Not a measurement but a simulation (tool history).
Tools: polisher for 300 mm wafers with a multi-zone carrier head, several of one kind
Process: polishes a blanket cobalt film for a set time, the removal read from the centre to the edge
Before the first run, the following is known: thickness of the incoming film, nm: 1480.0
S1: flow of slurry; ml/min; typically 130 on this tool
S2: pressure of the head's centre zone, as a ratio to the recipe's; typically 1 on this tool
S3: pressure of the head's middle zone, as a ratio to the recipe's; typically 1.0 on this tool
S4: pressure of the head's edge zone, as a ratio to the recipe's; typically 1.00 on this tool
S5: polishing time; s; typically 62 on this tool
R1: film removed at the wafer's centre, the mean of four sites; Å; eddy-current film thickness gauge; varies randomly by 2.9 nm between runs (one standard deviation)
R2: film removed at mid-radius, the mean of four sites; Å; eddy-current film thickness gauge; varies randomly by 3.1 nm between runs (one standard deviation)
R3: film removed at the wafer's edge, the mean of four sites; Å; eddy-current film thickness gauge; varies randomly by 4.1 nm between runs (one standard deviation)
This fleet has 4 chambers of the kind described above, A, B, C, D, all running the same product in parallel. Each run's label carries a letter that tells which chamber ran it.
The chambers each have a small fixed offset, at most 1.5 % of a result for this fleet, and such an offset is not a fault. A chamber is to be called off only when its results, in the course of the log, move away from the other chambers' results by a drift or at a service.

At hour 5.0: chamber B: worn pad replaced by a new one.
Run 1D, hour 9.9: usual settings. Result: R1 2752.9 Å, R2 2778.9 Å, R3 2697.1 Å.
Run 2A, hour 15.8: usual settings. Result: R1 2732.2 Å, R2 2738.3 Å, R3 2728.4 Å.
At hour 19.2: chamber D: worn pad replaced by a new one.
At hour 24.1: chamber D: edge zone pressure recalibrated.
Run 3B, hour 25.0: usual settings. Result: R1 2760.1 Å, R2 2732.7 Å, R3 2710.9 Å.
Run 4C, hour 36.4: usual settings. Result: R1 2719.7 Å, R2 2760.7 Å, R3 2749.9 Å.
At hour 37.4: chamber C: worn pad replaced by a new one.
At hour 37.4: chamber C: edge zone pressure recalibrated.
Run 5C, hour 41.9: usual settings. Result: R1 2710.5 Å, R2 2716.1 Å, R3 2773.1 Å.
Run 6A, hour 53.2: usual settings. Result: R1 2701.3 Å, R2 2712.9 Å, R3 2690.2 Å.
At hour 54.0: chamber A: worn pad replaced by a new one.
At hour 57.6: chamber B: centre zone pressure recalibrated.
At hour 59.3: chamber A: centre zone pressure recalibrated.
At hour 61.8: chamber C: centre zone pressure recalibrated.
Run 7D, hour 62.5: usual settings but S4 0.91, S5 50 s. Result: R1 2232.0 Å, R2 2245.8 Å, R3 2149.9 Å.
Run 8B, hour 73.0: usual settings but S4 0.91, S5 50 s. Result: R1 2211.7 Å, R2 2220.1 Å, R3 2067.9 Å.
Run 9D, hour 78.6: usual settings but S4 0.91, S5 50 s. Result: R1 2258.1 Å, R2 2233.0 Å, R3 2079.7 Å.
Run 10A, hour 86.9: usual settings but S4 0.91, S5 50 s. Result: R1 2225.6 Å, R2 2243.1 Å, R3 2093.2 Å.
Run 11B, hour 92.8: usual settings. Result: R1 2703.8 Å, R2 2774.4 Å, R3 2754.8 Å.
At hour 99.2: chamber C: slurry nozzle cleaned.
Run 12C, hour 100.1: usual settings. Result: R1 2747.6 Å, R2 2699.9 Å, R3 2773.2 Å.
Run 13C, hour 107.1: usual settings. Result: R1 2741.3 Å, R2 2689.8 Å, R3 2747.5 Å.
At hour 111.0: chamber A: worn pad replaced by a new one.
At hour 117.3: chamber C: worn pad replaced by a new one.
Run 14A, hour 117.6: usual settings. Result: R1 2691.9 Å, R2 2648.6 Å, R3 2670.2 Å.
Run 15D, hour 127.2: usual settings. Result: R1 2751.3 Å, R2 2789.4 Å, R3 2802.4 Å.
At hour 130.0: chamber D: worn pad replaced by a new one.
At hour 134.1: chamber B: worn pad replaced by a new one.
Run 16B, hour 136.8: usual settings. Result: R1 2712.2 Å, R2 2748.0 Å, R3 2673.0 Å.
Run 17A, hour 145.0: usual settings. Result: R1 2630.8 Å, R2 2679.6 Å, R3 2728.3 Å.
Run 18B, hour 153.3: usual settings but S3 0.9, S5 77 s. Result: R1 3459.7 Å, R2 3201.9 Å, R3 3503.7 Å.
Run 19D, hour 161.3: usual settings but S3 0.9, S5 77 s. Result: R1 3377.5 Å, R2 3220.0 Å, R3 3366.7 Å.
At hour 167.7: chamber A: worn pad replaced by a new one.
Run 20C, hour 172.3: usual settings but S3 0.9, S5 77 s. Result: R1 3375.9 Å, R2 3077.0 Å, R3 3359.7 Å.
Run 21B, hour 181.4: usual settings but S3 0.9, S5 77 s. Result: R1 3380.9 Å, R2 3149.1 Å, R3 3359.3 Å.
Run 22C, hour 190.7: usual settings. Result: R1 2761.1 Å, R2 2756.9 Å, R3 2803.2 Å.
Run 23D, hour 199.5: usual settings. Result: R1 2762.4 Å, R2 2806.3 Å, R3 2725.3 Å.
Run 24A, hour 208.7: usual settings. Result: R1 2589.9 Å, R2 2692.0 Å, R3 2680.9 Å.
At hour 219.9: chamber C: worn pad replaced by a new one.
Run 25A, hour 220.4: usual settings. Result: R1 2695.5 Å, R2 2641.9 Å, R3 2670.6 Å.
At hour 227.6: chamber D: worn pad replaced by a new one.
Run 26D, hour 231.9: usual settings. Result: R1 2757.0 Å, R2 2757.5 Å, R3 2777.0 Å.
At hour 240.6: chamber A: worn pad replaced by a new one.
Run 27C, hour 243.5: usual settings. Result: R1 2744.1 Å, R2 2757.3 Å, R3 2767.3 Å.
Run 28B, hour 254.0: usual settings. Result: R1 2730.2 Å, R2 2745.7 Å, R3 2774.6 Å.
Run 29C, hour 265.3: usual settings. Result: R1 2708.4 Å, R2 2700.0 Å, R3 2760.7 Å.
At hour 266.9: chamber B: worn pad replaced by a new one.
Run 30B, hour 272.6: usual settings. Result: R1 2736.2 Å, R2 2737.4 Å, R3 2725.0 Å.
Run 31A, hour 283.4: usual settings. Result: R1 2542.1 Å, R2 2608.6 Å, R3 2722.6 Å.
Run 32D, hour 295.3: usual settings. Result: R1 2780.1 Å, R2 2835.8 Å, R3 2766.6 Å.
Run 33A, hour 305.6: usual settings. Result: R1 2587.2 Å, R2 2567.5 Å, R3 2657.9 Å.
At hour 312.5: chamber C: worn pad replaced by a new one.
Run 34C, hour 314.2: usual settings. Result: R1 2764.7 Å, R2 2659.4 Å, R3 2840.3 Å.
Run 35B, hour 323.6: usual settings. Result: R1 2742.6 Å, R2 2796.7 Å, R3 2754.1 Å.

Each of the 4 chambers runs these same settings next. Fill in every chamber's results:
Run 36A, hour 332.5: usual settings. Result: R1 ?, R2 ?, R3 ?.
Run 36B, hour 332.5: usual settings. Result: R1 ?, R2 ?, R3 ?.
Run 36C, hour 332.5: usual settings. Result: R1 ?, R2 ?, R3 ?.
Run 36D, hour 332.5: usual settings. Result: R1 ?, R2 ?, R3 ?.

run      R1      R2      R3
36A  2523.0  2532.0  2584.6
36B  2821.4  2775.4  2811.8
36C  2753.5  2679.3  2807.2
36D  2764.9  2775.1  2772.5

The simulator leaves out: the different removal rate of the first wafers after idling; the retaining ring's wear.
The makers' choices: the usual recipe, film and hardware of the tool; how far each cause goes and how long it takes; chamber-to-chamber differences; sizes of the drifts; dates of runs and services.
